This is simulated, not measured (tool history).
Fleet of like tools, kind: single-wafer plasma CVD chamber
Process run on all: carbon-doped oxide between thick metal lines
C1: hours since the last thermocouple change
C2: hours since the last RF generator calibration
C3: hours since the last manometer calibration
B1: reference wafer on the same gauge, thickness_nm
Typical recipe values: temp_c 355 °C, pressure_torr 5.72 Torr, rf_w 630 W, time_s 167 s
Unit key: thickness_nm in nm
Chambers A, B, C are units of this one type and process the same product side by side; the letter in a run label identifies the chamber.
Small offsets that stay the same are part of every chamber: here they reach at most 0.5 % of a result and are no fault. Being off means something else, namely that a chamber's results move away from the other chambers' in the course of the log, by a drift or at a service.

-- day=0.117 chamber A: RF generator calibrated
run 1A day=0.55 | temp_c=355 pressure_torr=5.72 rf_w=630 time_s=167 | C1=586.8 C2=10.5 C3=1788.7 | B1=908.13 | thickness_nm=971.39
run 2C day=0.829 | temp_c=355 pressure_torr=5.72 rf_w=630 time_s=167 | C1=1685.1 C2=1687.2 C3=752.9 | B1=908.5 | thickness_nm=972.35
run 3B day=1.371 | temp_c=355 pressure_torr=5.72 rf_w=630 time_s=167 | C1=243.6 C2=1191.3 C3=713.4 | B1=907.65 | thickness_nm=974.06
run 4A day=1.75 | temp_c=355 pressure_torr=5.72 rf_w=630 time_s=167 | C1=615.6 C2=39.3 C3=1817.5 | B1=907.83 | thickness_nm=967.8
run 5C day=2.088 | temp_c=355 pressure_torr=5.72 rf_w=630 time_s=167 | C1=1715.3 C2=1717.4 C3=783.1 | B1=907.46 | thickness_nm=969.11
run 6B day=2.629 | temp_c=355 pressure_torr=5.72 rf_w=630 time_s=167 | C1=273.8 C2=1221.5 C3=743.6 | B1=908.29 | thickness_nm=970.47
run 7C day=2.996 | temp_c=355 pressure_torr=5.72 rf_w=630 time_s=167 | C1=1737.1 C2=1739.2 C3=804.9 | B1=908.74 | thickness_nm=971.64
run 8A day=3.617 | temp_c=355 pressure_torr=5.72 rf_w=630 time_s=167 | C1=660.4 C2=84.1 C3=1862.3 | B1=907.62 | thickness_nm=971.58
run 9B day=3.925 | temp_c=355 pressure_torr=5.72 rf_w=630 time_s=167 | C1=304.9 C2=1252.6 C3=774.7 | B1=907.39 | thickness_nm=970.24
run 10B day=4.225 | temp_c=355 pressure_torr=5.72 rf_w=630 time_s=167 | C1=312.1 C2=1259.8 C3=781.9 | B1=908.11 | thickness_nm=974.89
run 11A day=4.712 | temp_c=365 pressure_torr=5.72 rf_w=530 time_s=167 | C1=686.7 C2=110.4 C3=1888.6 | B1=908.31 | thickness_nm=852.69
run 12C day=5.304 | temp_c=365 pressure_torr=5.72 rf_w=530 time_s=167 | C1=1792.5 C2=1794.6 C3=860.3 | B1=908.23 | thickness_nm=857.96
run 13B day=5.775 | temp_c=365 pressure_torr=5.72 rf_w=530 time_s=167 | C1=349.3 C2=1297 C3=819.1 | B1=907.99 | thickness_nm=858.24
run 14A day=6.108 | temp_c=355 pressure_torr=5.72 rf_w=630 time_s=167 | C1=720.2 C2=143.9 C3=1922.1 | B1=907.78 | thickness_nm=965.75
run 15C day=6.65 | temp_c=355 pressure_torr=5.72 rf_w=630 time_s=167 | C1=1824.8 C2=1826.9 C3=892.6 | B1=908.5 | thickness_nm=970.86
run 16B day=7.104 | temp_c=355 pressure_torr=5.72 rf_w=630 time_s=167 | C1=381.2 C2=1328.9 C3=851 | B1=908.41 | thickness_nm=967.98
run 17C day=7.667 | temp_c=355 pressure_torr=5.72 rf_w=630 time_s=167 | C1=1849.2 C2=1851.3 C3=917 | B1=908.41 | thickness_nm=963.1
run 18A day=7.979 | temp_c=355 pressure_torr=5.72 rf_w=630 time_s=167 | C1=765.1 C2=188.8 C3=1967 | B1=908.96 | thickness_nm=969.43
run 19B day=8.6 | temp_c=355 pressure_torr=6.52 rf_w=520 time_s=167 | C1=417.1 C2=1364.8 C3=886.9 | B1=908.39 | thickness_nm=869.97
run 20A day=9.083 | temp_c=355 pressure_torr=6.52 rf_w=520 time_s=167 | C1=791.6 C2=215.3 C3=1993.5 | B1=908.22 | thickness_nm=871.77
run 21C day=9.562 | temp_c=355 pressure_torr=6.52 rf_w=520 time_s=167 | C1=1894.7 C2=1896.8 C3=962.5 | B1=908.53 | thickness_nm=885.13
run 22B day=9.892 | temp_c=355 pressure_torr=5.72 rf_w=630 time_s=167 | C1=448.1 C2=1395.8 C3=917.9 | B1=908.77 | thickness_nm=963.74
run 23A day=10.246 | temp_c=355 pressure_torr=5.72 rf_w=630 time_s=167 | C1=819.5 C2=243.2 C3=2021.4 | B1=908.73 | thickness_nm=977.27
run 24C day=10.867 | temp_c=355 pressure_torr=5.72 rf_w=630 time_s=167 | C1=1926 C2=1928.1 C3=993.8 | B1=908.31 | thickness_nm=975.04
run 25B day=11.158 | temp_c=355 pressure_torr=5.72 rf_w=630 time_s=167 | C1=478.5 C2=1426.2 C3=948.3 | B1=907.78 | thickness_nm=952.7
run 26A day=11.738 | temp_c=355 pressure_torr=5.72 rf_w=630 time_s=167 | C1=855.3 C2=279 C3=2057.2 | B1=908.29 | thickness_nm=973.43
run 27C day=12.117 | temp_c=355 pressure_torr=5.72 rf_w=630 time_s=167 | C1=1956 C2=1958.1 C3=1023.8 | B1=908.73 | thickness_nm=972.5
run 28A day=12.692 | temp_c=355 pressure_torr=5.72 rf_w=630 time_s=167 | C1=878.2 C2=301.9 C3=2080.1 | B1=907.34 | thickness_nm=983.37
run 29B day=13.221 | temp_c=355 pressure_torr=5.72 rf_w=630 time_s=167 | C1=528 C2=1475.7 C3=997.8 | B1=907.73 | thickness_nm=952.88
run 30C day=13.842 | temp_c=364 pressure_torr=5.72 rf_w=590 time_s=167 | C1=1997.4 C2=1999.5 C3=1065.2 | B1=908.05 | thickness_nm=917
run 31A day=14.292 | temp_c=364 pressure_torr=5.72 rf_w=590 time_s=167 | C1=916.6 C2=340.3 C3=2118.5 | B1=908.71 | thickness_nm=913.79
-- day=14.542 chamber C: thermocouple changed; heater temperature recalibrated
run 32B day=14.621 | temp_c=364 pressure_torr=5.72 rf_w=590 time_s=167 | C1=561.6 C2=1509.3 C3=1031.4 | B1=908.16 | thickness_nm=893.16
run 33C day=15.088 | temp_c=355 pressure_torr=5.72 rf_w=630 time_s=167 | C1=13.1 C2=2029.4 C3=1095.1 | B1=907.36 | thickness_nm=970.16
run 34A day=15.446 | temp_c=355 pressure_torr=5.72 rf_w=630 time_s=167 | C1=944.3 C2=368 C3=2146.2 | B1=908.04 | thickness_nm=968.31
run 35C day=15.996 | temp_c=355 pressure_torr=5.72 rf_w=630 time_s=167 | C1=34.9 C2=2051.2 C3=1116.9 | B1=908.37 | thickness_nm=969.33
run 36B day=16.492 | temp_c=355 pressure_torr=5.72 rf_w=630 time_s=167 | C1=606.5 C2=1554.2 C3=1076.3 | B1=907.82 | thickness_nm=951.06
run 37C day=17.008 | temp_c=355 pressure_torr=5.72 rf_w=630 time_s=167 | C1=59.2 C2=2075.5 C3=1141.2 | B1=908.39 | thickness_nm=972.28
-- day=17.538 chamber A: capacitance manometer re-zeroed and calibrated
run 38A day=17.6 | temp_c=355 pressure_torr=5.72 rf_w=630 time_s=167 | C1=996 C2=419.7 C3=1.6 | B1=907.99 | thickness_nm=972.09
run 39B day=18.133 | temp_c=355 pressure_torr=5.72 rf_w=630 time_s=167 | C1=645.9 C2=1593.6 C3=1115.7 | B1=907.38 | thickness_nm=945.84
run 40B day=18.658 | temp_c=355 pressure_torr=5.72 rf_w=630 time_s=167 | C1=658.5 C2=1606.2 C3=1128.3 | B1=907.88 | thickness_nm=942.91

Is one chamber out of step, is the gauge drifting, or do the chambers differ by no more than their own small offsets? For an off chamber, give its letter and the likeliest cause.

It is chamber B that slowly wanders off from its peers.
Cause: delivered RF power below the setpoint (%) = 5.63.

Below are 4 candidate recipes for chamber B's next run, each the usual settings with a change, their results shown as question marks. Which of them brings B's results back in line with what the other chambers give on the usual settings?
Maximum distance from the other chambers' mean on the usual settings for a result to count as in line: thickness_nm 13 nm
run 41B-1 day=19.104 | temp_c=356 pressure_torr=5.72 rf_w=610 time_s=159 | thickness_nm=?
run 41B-2 day=19.104 | temp_c=347 pressure_torr=6.42 rf_w=630 time_s=167 | thickness_nm=?
run 41B-3 day=19.104 | temp_c=370 pressure_torr=5.72 rf_w=630 time_s=167 | thickness_nm=?
run 41B-4 day=19.104 | temp_c=355 pressure_torr=5.72 rf_w=700 time_s=167 | thickness_nm=?

On the usual settings, the other chambers give on average: thickness_nm 974.13 nm
run=41B-1 thickness_nm=877.71
run=41B-2 thickness_nm=974.13
run=41B-3 thickness_nm=910.99
run=41B-4 thickness_nm=1003.6
41B-2 is the one that brings the chamber's results back in line with the other chambers.
